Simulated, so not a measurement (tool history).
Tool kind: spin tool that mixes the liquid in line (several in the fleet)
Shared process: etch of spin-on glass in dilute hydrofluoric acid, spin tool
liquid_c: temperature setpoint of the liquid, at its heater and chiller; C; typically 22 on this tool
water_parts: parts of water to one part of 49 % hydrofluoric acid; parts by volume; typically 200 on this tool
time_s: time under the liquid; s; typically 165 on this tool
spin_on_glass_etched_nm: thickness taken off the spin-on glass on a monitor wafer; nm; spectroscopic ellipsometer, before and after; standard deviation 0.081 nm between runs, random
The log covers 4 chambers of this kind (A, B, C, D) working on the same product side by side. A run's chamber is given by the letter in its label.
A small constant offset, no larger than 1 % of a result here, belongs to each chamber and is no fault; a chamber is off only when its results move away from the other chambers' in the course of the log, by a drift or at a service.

| run | hour | liquid_c | water_parts | time_s | read-back film thickness of the spin-on glass reference wafer, read on the same gauge (nm) | spin_on_glass_etched_nm |
|---|---|---|---|---|---|---|
| 1C | 9.6 | 22 | 200 | 165 | 69.940 | 22.828 |
| 2D | 17.0 | 22 | 200 | 165 | 70.014 | 23.006 |
| 3B | 27.3 | 22 | 200 | 165 | 70.003 | 22.869 |
| 4A | 37.1 | 22 | 200 | 165 | 70.002 | 22.829 |
| 5B | 45.9 | 22 | 260 | 165 | 70.027 | 16.320 |
| 6A | 53.8 | 22 | 260 | 165 | 69.988 | 16.625 |
| 7D | 63.5 | 22 | 260 | 165 | 69.987 | 16.841 |
| 8C | 74.1 | 22 | 260 | 165 | 69.992 | 16.669 |
| 9C | 85.1 | 22 | 200 | 165 | 69.983 | 22.882 |
| 10A | 93.4 | 22 | 200 | 165 | 69.999 | 22.622 |
| 11D | 104.5 | 22 | 200 | 165 | 69.979 | 23.163 |
| 12B | 115.7 | 22 | 200 | 165 | 70.014 | 22.662 |
| 13D | 126.1 | 22 | 200 | 165 | 70.005 | 23.035 |
| 14C | 135.5 | 22 | 200 | 165 | 70.018 | 22.913 |
| 15B | 141.3 | 17 | 140 | 165 | 69.948 | 28.560 |
| 16A | 152.1 | 17 | 140 | 165 | 69.984 | 27.910 |
| 17B | 161.0 | 17 | 140 | 165 | 69.993 | 28.470 |
| 18C | 166.7 | 17 | 140 | 165 | 70.012 | 28.483 |
| 19A | 173.3 | 22 | 200 | 165 | 70.007 | 22.397 |
| 20D | 184.0 | 22 | 200 | 165 | 70.024 | 22.992 |
| 21D | 192.4 | 24 | 200 | 165 | 69.969 | 24.907 |
| 22C | 198.0 | 24 | 200 | 165 | 70.002 | 24.644 |
| 23B | 208.2 | 24 | 200 | 165 | 69.977 | 24.642 |
| 24A | 216.4 | 24 | 200 | 165 | 69.996 | 24.034 |
| 25C | 222.5 | 22 | 200 | 195 | 69.955 | 26.918 |
| 26D | 228.8 | 22 | 200 | 195 | 69.961 | 27.231 |
| 27A | 237.7 | 22 | 200 | 195 | 69.974 | 26.286 |
| 28B | 245.2 | 22 | 200 | 195 | 70.040 | 26.668 |
| 29B | 253.9 | 22 | 200 | 165 | 69.992 | 22.777 |
| 30A | 263.9 | 22 | 200 | 165 | 69.997 | 22.208 |
| 31C | 273.6 | 22 | 200 | 165 | 69.998 | 22.883 |
| 32D | 281.8 | 22 | 200 | 210 | 69.982 | 29.238 |
| 33D | 293.0 | 22 | 200 | 210 | 69.984 | 29.298 |

Which is it: a chamber that has drifted or been left off by a service, a gauge drift common to all chambers, or only each chamber's usual small offset? If a chamber is off, name it and its likeliest cause.

Little by little, chamber A moves away from the other chambers.
What lies behind it: liquid colder than its thermometer reads (K) = 0.905.
The log may not separate it from: hydrofluoric acid flow below the setpoint (%).

Below are 4 candidate recipes for chamber A's next run, each the usual settings with a change, their results shown as question marks. Which of them brings A's results back in line with what the other chambers give on the usual settings?
In line here means within this much of the mean the other chambers give on the usual settings: spin_on_glass_etched_nm 0.280 nm
| 34A-1 | 301.2 | 23 | 200 | 165 |  | ? |
| 34A-2 | 301.2 | 22 | 200 | 160 |  | ? |
| 34A-3 | 301.2 | 20 | 200 | 165 |  | ? |
| 34A-4 | 301.2 | 24 | 200 | 165 |  | ? |

Average result of the remaining chambers running the usual settings: spin_on_glass_etched_nm 22.889 nm
| run | spin_on_glass_etched_nm |
|---|---|
| 34A-1 | 22.891 |
| 34A-2 | 21.379 |
| 34A-3 | 20.434 |
| 34A-4 | 23.749 |
Change 34A-1 lands the chamber within the allowed miss of the other chambers.
